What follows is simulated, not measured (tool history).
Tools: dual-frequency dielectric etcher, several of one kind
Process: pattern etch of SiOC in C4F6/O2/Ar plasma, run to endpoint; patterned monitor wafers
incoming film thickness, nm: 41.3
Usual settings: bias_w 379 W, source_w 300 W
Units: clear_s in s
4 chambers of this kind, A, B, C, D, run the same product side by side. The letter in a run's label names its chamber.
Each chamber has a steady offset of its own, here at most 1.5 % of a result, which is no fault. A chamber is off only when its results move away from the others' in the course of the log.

run   hour  bias_w  source_w  hours since the last wet clean  hours since the last bias power generator calibration  hours since the last source power generator calibration  clear_s
 1D    6.6     379       300                           111.7                                                  892.5                                                       38   17.279
 2B   12.3     379       300                           348.7                                                   80.5                                                      215   17.115
 3A   19.4     379       300                           245.6                                                 1623.5                                                    991.1   17.228
 4C   23.6     379       300                             294                                                 1096.4                                                   2122.2   16.921
 5A   31.7     379       300                           257.9                                                 1635.8                                                   1003.4   16.905
 6D   37.1     379       300                           142.2                                                    923                                                     68.5   17.411
 7C   42.6     379       270                             313                                                 1115.4                                                   2141.2   17.743
 8B   49.5     379       270                           385.9                                                  117.7                                                    252.2   17.709
 9A   57.1     379       270                           283.3                                                 1661.2                                                   1028.8   17.728
10C   65.4     379       270                           335.8                                                 1138.2                                                     2164   17.631
11D   73.9     379       300                             179                                                  959.8                                                    105.3   17.284
12B   79.9     379       300                           416.3                                                  148.1                                                    282.6   17.227
      82.5  -- chamber B: wet clean of the chamber
13C   87.2     379       300                           357.6                                                   1160                                                   2185.8   16.994
14A     92     428       350                           318.2                                                 1696.1                                                   1063.7   15.419
15D   99.4     428       350                           204.5                                                  985.3                                                    130.8   15.688
16B  104.4     428       350                              22                                                  172.6                                                    307.1   15.988
17A  111.2     428       350                           337.4                                                 1715.3                                                   1082.9   15.514
18D    120     410       250                           225.1                                                 1005.9                                                    151.4   17.914
19B  128.8     410       250                            46.4                                                    197                                                    331.5   18.277
20C  133.5     410       250                           403.9                                                 1206.3                                                   2232.1   17.671
21B  140.7     410       250                            58.3                                                  208.9                                                    343.4   18.349
       147  -- chamber A: bias power generator calibrated
22A  149.2     379       300                           375.4                                                    2.2                                                   1120.9   17.028
23C  154.3     379       300                           424.7                                                 1227.1                                                   2252.9   17.087
24D  161.5     379       300                           266.6                                                 1047.4                                                    192.9   17.291

What goes on in this fleet: one chamber off, a drifting gauge, or nothing beyond the chambers' own small offsets? Name the chamber and the cause, if any.

A service left chamber B off against the others.
Cause: etch rate under this chamber's usual, % = 2.53.

Here are 4 candidates for chamber B's next run, each the usual settings with a change, their results left as question marks. Which one brings its results back in line with what the others give on the usual settings?
In line means no further than this from the other chambers' mean on the usual settings: clear_s 0.23 s
25B-1  167.9     322       300                                                                                                                                                        ?
25B-2  167.9     348       300                                                                                                                                                        ?
25B-3  167.9     379       350                                                                                                                                                        ?
25B-4  167.9     393       310                                                                                                                                                        ?

The other chambers' mean on the usual settings: clear_s 17.132 s
  run  clear_s
25B-1   18.712
25B-2   18.209
25B-3   16.676
25B-4   17.223
25B-4 brings the chamber back in line.
